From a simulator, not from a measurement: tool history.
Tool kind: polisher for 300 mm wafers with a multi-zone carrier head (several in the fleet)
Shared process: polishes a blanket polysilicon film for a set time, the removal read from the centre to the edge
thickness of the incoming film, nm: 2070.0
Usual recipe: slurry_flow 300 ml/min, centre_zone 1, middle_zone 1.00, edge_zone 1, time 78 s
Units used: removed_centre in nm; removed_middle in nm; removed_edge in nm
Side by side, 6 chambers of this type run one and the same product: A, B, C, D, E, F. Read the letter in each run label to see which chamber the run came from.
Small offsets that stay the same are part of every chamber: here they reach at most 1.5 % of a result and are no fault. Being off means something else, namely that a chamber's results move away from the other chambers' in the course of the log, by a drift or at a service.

| run | hour | slurry_flow | centre_zone | middle_zone | edge_zone | time | wafers polished on this pad | hours since the slurry nozzle was cleaned | hours since the centre zone pressure was calibrated | hours since the edge zone pressure was calibrated | removed_centre | removed_middle | removed_edge |
|---|---|---|---|---|---|---|---|---|---|---|---|---|---|
| 1D | 6.5 | 300 | 1 | 1.00 | 1 | 78 | 893 | 405.8 | 32.2 | 129.1 | 844.94 | 864.32 | 859.27 |
|  | 7.2 | chamber C: centre zone pressure recalibrated |
| 2B | 10.3 | 300 | 1 | 1.00 | 1 | 78 | 370 | 108.9 | 294.4 | 615.5 | 851.99 | 848.24 | 847.54 |
| 3A | 15.8 | 300 | 1 | 1.00 | 1 | 78 | 793 | 487.2 | 744.3 | 299.0 | 848.09 | 847.14 | 858.69 |
| 4E | 20.1 | 300 | 1 | 1.00 | 1 | 78 | 571 | 326.6 | 460.9 | 452.3 | 839.07 | 847.64 | 874.36 |
|  | 23.3 | chamber B: centre zone pressure recalibrated |
| 5C | 23.5 | 300 | 1 | 1.00 | 1 | 78 | 442 | 277.9 | 16.3 | 167.2 | 856.50 | 861.78 | 835.15 |
| 6F | 27.2 | 300 | 1 | 1.00 | 1 | 78 | 286 | 226.3 | 895.9 | 79.6 | 869.30 | 863.25 | 843.00 |
| 7B | 33.8 | 300 | 1 | 1.00 | 1 | 78 | 597 | 132.4 | 10.6 | 639.0 | 849.37 | 863.84 | 836.19 |
|  | 36.4 | chamber A: worn pad replaced by a new one |
| 8E | 38.6 | 300 | 1 | 1.00 | 1 | 78 | 749 | 345.1 | 479.4 | 470.8 | 855.99 | 849.32 | 862.26 |
| 9F | 44.8 | 300 | 1 | 1.00 | 1 | 78 | 456 | 243.9 | 913.5 | 97.2 | 870.02 | 857.43 | 870.65 |
|  | 49.8 | chamber B: edge zone pressure recalibrated |
| 10A | 49.8 | 300 | 1 | 1.00 | 1 | 78 | 130 | 521.2 | 778.3 | 333.0 | 849.24 | 835.93 | 848.88 |
| 11D | 55.7 | 300 | 1 | 1.00 | 1 | 78 | 1369 | 455.0 | 81.4 | 178.3 | 829.43 | 842.53 | 868.01 |
|  | 60.4 | chamber E: centre zone pressure recalibrated |
| 12C | 62.2 | 300 | 1 | 1.00 | 1 | 78 | 816 | 316.6 | 55.0 | 205.9 | 848.01 | 845.35 | 837.36 |
|  | 63.2 | chamber D: worn pad replaced by a new one |
| 13A | 68.5 | 300 | 1 | 1.00 | 1 | 78 | 311 | 539.9 | 797.0 | 351.7 | 822.18 | 835.64 | 846.71 |
| 14C | 72.4 | 300 | 1 | 1.00 | 1 | 78 | 915 | 326.8 | 65.2 | 216.1 | 853.06 | 840.04 | 841.39 |
|  | 72.9 | chamber F: worn pad replaced by a new one |
|  | 73.9 | chamber E: edge zone pressure recalibrated |
| 15D | 75.8 | 300 | 1 | 1.00 | 1 | 78 | 122 | 475.1 | 101.5 | 198.4 | 846.65 | 844.63 | 860.35 |
|  | 76.1 | chamber F: centre zone pressure recalibrated |
|  | 81.7 | chamber B: worn pad replaced by a new one |
| 16E | 82.1 | 300 | 1 | 1.00 | 1 | 78 | 1170 | 388.6 | 21.7 | 8.3 | 831.50 | 828.37 | 823.12 |
| 17F | 87.6 | 300 | 1 | 1.00 | 1 | 78 | 142 | 286.7 | 11.6 | 140.0 | 847.11 | 854.76 | 837.82 |
| 18B | 92.1 | 300 | 1 | 1.00 | 1 | 78 | 101 | 190.7 | 68.9 | 42.3 | 853.87 | 849.33 | 834.14 |
|  | 94.2 | chamber F: slurry nozzle cleaned |
| 19D | 95.5 | 300 | 1 | 1.00 | 1 | 78 | 313 | 494.8 | 121.2 | 218.1 | 846.31 | 846.90 | 849.94 |
| 20B | 100.6 | 245 | 1 | 1.06 | 1 | 78 | 183 | 199.2 | 77.4 | 50.8 | 850.29 | 866.87 | 826.25 |
| 21F | 105.3 | 245 | 1 | 1.06 | 1 | 78 | 313 | 11.2 | 29.3 | 157.7 | 837.95 | 871.87 | 823.01 |
| 22C | 110.3 | 245 | 1 | 1.06 | 1 | 78 | 1281 | 364.7 | 103.1 | 254.0 | 816.33 | 889.34 | 828.22 |
|  | 114.2 | chamber C: worn pad replaced by a new one |
| 23A | 116.4 | 245 | 1 | 1.06 | 1 | 78 | 774 | 587.8 | 844.9 | 399.6 | 816.42 | 857.78 | 840.75 |
| 24E | 122.5 | 245 | 1 | 1.06 | 1 | 78 | 1561 | 429.0 | 62.1 | 48.7 | 776.44 | 817.99 | 801.65 |
| 25C | 128.8 | 245 | 1 | 1.06 | 1 | 78 | 141 | 383.2 | 121.6 | 272.5 | 830.26 | 859.34 | 827.86 |
|  | 129.1 | chamber D: slurry nozzle cleaned |
|  | 132.3 | chamber A: worn pad replaced by a new one |
| 26B | 135.2 | 300 | 1 | 1.00 | 1 | 78 | 517 | 233.8 | 112.0 | 85.4 | 857.88 | 849.15 | 853.26 |
| 27A | 141.3 | 300 | 1 | 1.00 | 1 | 78 | 87 | 612.7 | 869.8 | 424.5 | 841.34 | 852.49 | 846.52 |
|  | 143.4 | chamber F: worn pad replaced by a new one |
| 28F | 145.5 | 300 | 1 | 1.00 | 1 | 78 | 20 | 51.4 | 69.5 | 197.9 | 873.78 | 839.15 | 841.50 |
| 29E | 149.3 | 300 | 1 | 1.00 | 1 | 78 | 1820 | 455.8 | 88.9 | 75.5 | 775.34 | 782.81 | 767.82 |
| 30D | 155.5 | 300 | 1 | 1.00 | 1 | 78 | 893 | 26.4 | 181.2 | 278.1 | 847.75 | 855.08 | 870.80 |
| 31E | 159.2 | 300 | 1 | 1.00 | 1 | 78 | 1915 | 465.7 | 98.8 | 85.4 | 775.87 | 753.74 | 764.76 |
| 32B | 165.0 | 300 | 1 | 1.00 | 1 | 78 | 805 | 263.6 | 141.8 | 115.2 | 844.93 | 858.18 | 843.40 |
| 33A | 168.6 | 300 | 1 | 1.00 | 1 | 78 | 351 | 640.0 | 897.1 | 451.8 | 822.15 | 841.25 | 857.02 |
| 34C | 173.3 | 300 | 1 | 1.00 | 1 | 78 | 572 | 427.7 | 166.1 | 317.0 | 860.07 | 859.05 | 856.65 |
| 35F | 177.4 | 300 | 1 | 1.00 | 1 | 78 | 329 | 83.3 | 101.4 | 229.8 | 859.06 | 839.66 | 849.78 |
| 36D | 182.2 | 300 | 1 | 1.00 | 1 | 78 | 1151 | 53.1 | 207.9 | 304.8 | 860.17 | 861.14 | 835.15 |
| 37A | 185.3 | 300 | 1 | 1.00 | 1 | 78 | 513 | 656.7 | 913.8 | 468.5 | 845.63 | 839.28 | 851.78 |

All 6 chambers run these settings next. Forecast each chamber's results:
| 38A | 190.0 | 300 | 1 | 1.00 | 1 | 78 |  |  |  |  | ? | ? | ? |
| 38B | 190.0 | 300 | 1 | 1.00 | 1 | 78 |  |  |  |  | ? | ? | ? |
| 38C | 190.0 | 300 | 1 | 1.00 | 1 | 78 |  |  |  |  | ? | ? | ? |
| 38D | 190.0 | 300 | 1 | 1.00 | 1 | 78 |  |  |  |  | ? | ? | ? |
| 38E | 190.0 | 300 | 1 | 1.00 | 1 | 78 |  |  |  |  | ? | ? | ? |
| 38F | 190.0 | 300 | 1 | 1.00 | 1 | 78 |  |  |  |  | ? | ? | ? |

| run | removed_centre | removed_middle | removed_edge |
|---|---|---|---|
| 38A | 849.50 | 843.58 | 832.94 |
| 38B | 850.40 | 839.23 | 842.51 |
| 38C | 839.42 | 846.83 | 859.90 |
| 38D | 833.30 | 852.57 | 851.80 |
| 38E | 766.37 | 766.62 | 757.45 |
| 38F | 850.70 | 846.59 | 856.13 |
